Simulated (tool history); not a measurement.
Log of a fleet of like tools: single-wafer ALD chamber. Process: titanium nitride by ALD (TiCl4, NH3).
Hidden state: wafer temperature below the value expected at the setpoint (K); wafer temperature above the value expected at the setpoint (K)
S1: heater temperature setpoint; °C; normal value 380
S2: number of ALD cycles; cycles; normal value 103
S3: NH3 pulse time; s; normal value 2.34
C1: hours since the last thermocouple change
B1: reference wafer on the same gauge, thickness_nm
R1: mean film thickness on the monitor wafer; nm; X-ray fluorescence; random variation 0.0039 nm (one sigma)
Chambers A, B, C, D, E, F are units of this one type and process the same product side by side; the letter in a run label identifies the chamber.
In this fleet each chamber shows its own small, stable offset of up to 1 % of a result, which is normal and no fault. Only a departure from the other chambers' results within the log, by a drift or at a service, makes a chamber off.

run     day   S1   S2    S3      C1      B1      R1
 1B   0.429  380  103  2.34   682.7    2.15  2.2517
 2C   0.792  380  103  2.34   528.5  2.1486  2.2412
 3D   1.296  380  103  2.34  1518.7  2.1485  2.2623
 4A   1.612  380  103  2.34  1495.1  2.1494  2.2403
 5E   2.117  380  123  1.99    1614  2.1473  2.6729
 6F   2.367  380  123  1.99  1410.9  2.1474  2.6705
 7E    2.65  380  123  1.99  1626.8  2.1471  2.6674
 8B   3.175  380  123  1.99   748.6  2.1472  2.6718
 9F   3.458  380  123  1.99  1437.1  2.1469  2.6635
10D   3.721  380  123  1.99  1576.9   2.146  2.6675
11A   3.958  380  103  2.34  1551.4  2.1463  2.2348
12C   4.442  380  121  1.88   616.1  2.1453  2.5855
13F   4.758  380  121  1.88  1468.3  2.1451  2.6049
14C   5.129  380  121  1.88   632.6  2.1451  2.5915
15B   5.592  380  121  1.88   806.6  2.1443  2.6148
16A   5.979  380  121  1.88  1599.9  2.1442  2.5938
17D   6.421  380  121  1.88  1641.7  2.1445  2.6245
18E   6.721  380  103  2.34  1724.5  2.1439  2.2535
19C   7.158  380  103  2.34   681.3  2.1422  2.2292
20E   7.654  380  103  2.34  1746.9  2.1412  2.2535
21D   7.917  380  103  2.34  1677.6  2.1407  2.2606
22F   8.375  380  103  2.34  1555.1  2.1412  2.2485
23A   8.829  380  103  2.34  1668.3  2.1405  2.2303
24B   9.225  380  123  2.34   893.8  2.1409  2.6883
25B   9.721  380  123  2.34   905.7  2.1393  2.6848
26E  10.204  380  123  2.34  1808.1  2.1398  2.6899
27F  10.462  380  123  2.34  1605.2   2.139  2.6793
28A    10.8  380  123  2.34  1715.6  2.1379  2.6644
29D  11.104  380  123  2.34  1754.1  2.1387  2.6869
30C  11.525  380  103  2.34   786.1  2.1392  2.2218
31C  11.775  380  103  2.34   792.1  2.1384  2.2274
32F  12.012  380  103  2.34  1642.4  2.1376  2.2403
33E  12.504  380   91  1.88  1863.3  2.1369  1.9526
34A  13.025  380   91  1.88    1769  2.1369  1.9375
35B  13.479  380   91  1.88   995.9  2.1365  1.9602
36D  13.725  380   91  1.88    1817  2.1361  1.9646
37D  14.075  380   91  1.88  1825.4  2.1355  1.9609
38A  14.396  380   91  1.88  1801.9  2.1355  1.9377

Is one chamber off against the others, does the gauge drift, or is nothing wrong? If a chamber is off, say which, and what the likeliest cause is.

None of the chambers is off. What moves is the gauge, dragging all their readings along together.
Cause: gauge reads low (%) = 0.704.
